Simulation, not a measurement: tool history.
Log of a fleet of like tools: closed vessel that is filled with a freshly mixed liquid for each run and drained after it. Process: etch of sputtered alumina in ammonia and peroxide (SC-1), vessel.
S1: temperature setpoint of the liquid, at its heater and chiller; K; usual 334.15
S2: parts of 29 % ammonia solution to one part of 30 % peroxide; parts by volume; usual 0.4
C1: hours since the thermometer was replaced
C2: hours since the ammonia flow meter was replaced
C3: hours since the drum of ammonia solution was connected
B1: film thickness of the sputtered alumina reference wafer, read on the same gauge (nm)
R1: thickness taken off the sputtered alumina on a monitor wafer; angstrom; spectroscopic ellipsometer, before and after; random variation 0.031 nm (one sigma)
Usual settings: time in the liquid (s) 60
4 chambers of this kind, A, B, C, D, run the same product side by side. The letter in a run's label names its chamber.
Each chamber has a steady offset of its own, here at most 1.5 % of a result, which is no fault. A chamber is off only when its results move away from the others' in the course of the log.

run 1D hour=7.2 | S1=334.15 S2=0.4 time_in_the_liquid_(s)=60 | C1=1907.9 C2=949 C3=50.8 | B1=140 | R1=78.719
run 2C hour=17.7 | S1=334.15 S2=0.4 time_in_the_liquid_(s)=60 | C1=1708.2 C2=382.3 C3=380.1 | B1=139.96 | R1=78.295
run 3A hour=29.2 | S1=334.15 S2=0.4 time_in_the_liquid_(s)=60 | C1=905 C2=934.9 C3=302.8 | B1=140 | R1=79.566
run 4B hour=40.2 | S1=334.15 S2=0.4 time_in_the_liquid_(s)=60 | C1=1060.8 C2=67.8 C3=766.6 | B1=140.01 | R1=79.791
run 5D hour=52.2 | S1=334.15 S2=0.4 time_in_the_liquid_(s)=60 | C1=1952.9 C2=994 C3=95.8 | B1=139.97 | R1=78.813
run 6B hour=58.2 | S1=334.15 S2=0.4 time_in_the_liquid_(s)=60 | C1=1078.8 C2=85.8 C3=784.6 | B1=139.99 | R1=79.987
run 7A hour=71 | S1=334.15 S2=0.4 time_in_the_liquid_(s)=60 | C1=946.8 C2=976.7 C3=344.6 | B1=140.02 | R1=79.643
-- hour=72.8 chamber B: new drum of ammonia solution connected
run 8C hour=82.4 | S1=334.15 S2=0.4 time_in_the_liquid_(s)=60 | C1=1772.9 C2=447 C3=444.8 | B1=139.98 | R1=78.533
run 9D hour=89.5 | S1=334.15 S2=0.4 time_in_the_liquid_(s)=60 | C1=1990.2 C2=1031.3 C3=133.1 | B1=139.97 | R1=78.914
run 10A hour=99.9 | S1=334.15 S2=0.4 time_in_the_liquid_(s)=60 | C1=975.7 C2=1005.6 C3=373.5 | B1=140.05 | R1=79.025
run 11C hour=108.1 | S1=341.65 S2=0.55 time_in_the_liquid_(s)=60 | C1=1798.6 C2=472.7 C3=470.5 | B1=140.03 | R1=117.33
run 12B hour=116.3 | S1=341.65 S2=0.55 time_in_the_liquid_(s)=60 | C1=1136.9 C2=143.9 C3=43.5 | B1=140.01 | R1=119.2
run 13B hour=124.1 | S1=341.65 S2=0.55 time_in_the_liquid_(s)=60 | C1=1144.7 C2=151.7 C3=51.3 | B1=139.99 | R1=119.31
run 14D hour=132.4 | S1=341.65 S2=0.55 time_in_the_liquid_(s)=60 | C1=2033.1 C2=1074.2 C3=176 | B1=140.02 | R1=116.87
run 15A hour=140.2 | S1=334.15 S2=0.4 time_in_the_liquid_(s)=60 | C1=1016 C2=1045.9 C3=413.8 | B1=139.99 | R1=78.753
-- hour=151.8 chamber C: ammonia flow meter replaced
run 16C hour=153.1 | S1=334.15 S2=0.4 time_in_the_liquid_(s)=60 | C1=1843.6 C2=1.4 C3=515.5 | B1=140.04 | R1=78.243
run 17C hour=166.8 | S1=334.15 S2=0.4 time_in_the_liquid_(s)=60 | C1=1857.3 C2=15.1 C3=529.2 | B1=139.99 | R1=78.233
run 18A hour=178.3 | S1=334.15 S2=0.4 time_in_the_liquid_(s)=60 | C1=1054.1 C2=1084 C3=451.9 | B1=140.05 | R1=78.707
run 19D hour=190.6 | S1=334.15 S2=0.4 time_in_the_liquid_(s)=60 | C1=2091.3 C2=1132.4 C3=234.2 | B1=139.97 | R1=78.627
run 20B hour=199.1 | S1=338.65 S2=0.4 time_in_the_liquid_(s)=45 | C1=1219.7 C2=226.7 C3=126.3 | B1=139.97 | R1=73.891
run 21B hour=212.8 | S1=338.65 S2=0.4 time_in_the_liquid_(s)=45 | C1=1233.4 C2=240.4 C3=140 | B1=140.03 | R1=74.525
-- hour=218.9 chamber D: new drum of ammonia solution connected
run 22D hour=222.4 | S1=338.65 S2=0.4 time_in_the_liquid_(s)=45 | C1=2123.1 C2=1164.2 C3=3.6 | B1=140.03 | R1=74.319
run 23C hour=235 | S1=338.65 S2=0.4 time_in_the_liquid_(s)=45 | C1=1925.5 C2=83.3 C3=597.4 | B1=139.96 | R1=73.695
-- hour=239.7 chamber D: ammonia flow meter replaced
run 24A hour=244.8 | S1=334.15 S2=0.4 time_in_the_liquid_(s)=60 | C1=1120.6 C2=1150.5 C3=518.4 | B1=140.01 | R1=79.289
run 25A hour=253.5 | S1=334.15 S2=0.4 time_in_the_liquid_(s)=60 | C1=1129.3 C2=1159.2 C3=527.1 | B1=139.96 | R1=78.44
run 26C hour=260 | S1=334.15 S2=0.4 time_in_the_liquid_(s)=60 | C1=1950.5 C2=108.3 C3=622.4 | B1=140.01 | R1=77.888
run 27D hour=266.7 | S1=328.65 S2=0.4 time_in_the_liquid_(s)=75 | C1=2167.4 C2=27 C3=47.9 | B1=140.01 | R1=74.563
run 28B hour=276.4 | S1=328.65 S2=0.4 time_in_the_liquid_(s)=75 | C1=1297 C2=304 C3=203.6 | B1=140.01 | R1=72.356
-- hour=280.8 chamber A: new drum of ammonia solution connected
run 29A hour=286.9 | S1=328.65 S2=0.4 time_in_the_liquid_(s)=75 | C1=1162.7 C2=1192.6 C3=6.2 | B1=139.93 | R1=74.233
-- hour=294.2 chamber C: new drum of ammonia solution connected
run 30B hour=294.4 | S1=328.65 S2=0.4 time_in_the_liquid_(s)=75 | C1=1315 C2=322 C3=221.6 | B1=140.04 | R1=71.986
run 31D hour=306.7 | S1=334.15 S2=0.4 time_in_the_liquid_(s)=60 | C1=2207.4 C2=67 C3=87.9 | B1=139.99 | R1=78.785
run 32C hour=314.8 | S1=328.15 S2=0.4 time_in_the_liquid_(s)=60 | C1=2005.3 C2=163.1 C3=20.7 | B1=139.98 | R1=57.03
run 33B hour=325.5 | S1=328.15 S2=0.4 time_in_the_liquid_(s)=60 | C1=1346.1 C2=353.1 C3=252.7 | B1=139.98 | R1=56.005
run 34A hour=334.1 | S1=328.15 S2=0.4 time_in_the_liquid_(s)=60 | C1=1209.9 C2=1239.8 C3=53.4 | B1=140 | R1=57.971
run 35D hour=340.2 | S1=328.15 S2=0.4 time_in_the_liquid_(s)=60 | C1=2240.9 C2=100.5 C3=121.4 | B1=140 | R1=58.21
run 36C hour=348.3 | S1=334.15 S2=0.4 time_in_the_liquid_(s)=60 | C1=2038.8 C2=196.6 C3=54.2 | B1=140.01 | R1=77.934
run 37D hour=357.4 | S1=334.15 S2=0.4 time_in_the_liquid_(s)=60 | C1=2258.1 C2=117.7 C3=138.6 | B1=140 | R1=78.647
run 38A hour=368.4 | S1=334.15 S2=0.4 time_in_the_liquid_(s)=60 | C1=1244.2 C2=1274.1 C3=87.7 | B1=139.98 | R1=78.814

What goes on in this fleet: one chamber off, a drifting gauge, or nothing beyond the chambers' own small offsets? Name the chamber and the cause, if any.

Chamber B drifts away from the others.
Cause: liquid colder than its thermometer reads (K) = 0.849.

Here are 4 candidates for chamber B's next run, each the usual settings with a change, their results left as question marks. Which one brings its results back in line with what the others give on the usual settings?
In line means no further than this from the other chambers' mean on the usual settings: R1 1.1 angstrom
run 39B-1 hour=378.2 | S1=333.15 S2=0.4 time_in_the_liquid_(s)=60 | R1=?
run 39B-2 hour=378.2 | S1=334.65 S2=0.4 time_in_the_liquid_(s)=60 | R1=?
run 39B-3 hour=378.2 | S1=334.15 S2=0.3 time_in_the_liquid_(s)=60 | R1=?
run 39B-4 hour=378.2 | S1=334.15 S2=0.7 time_in_the_liquid_(s)=60 | R1=?

The other chambers' mean on the usual settings: R1 78.596 angstrom
run=39B-1 R1=72.4
run=39B-2 R1=78.282
run=39B-3 R1=74.182
run=39B-4 R1=80.452
39B-2 brings the chamber back in line.
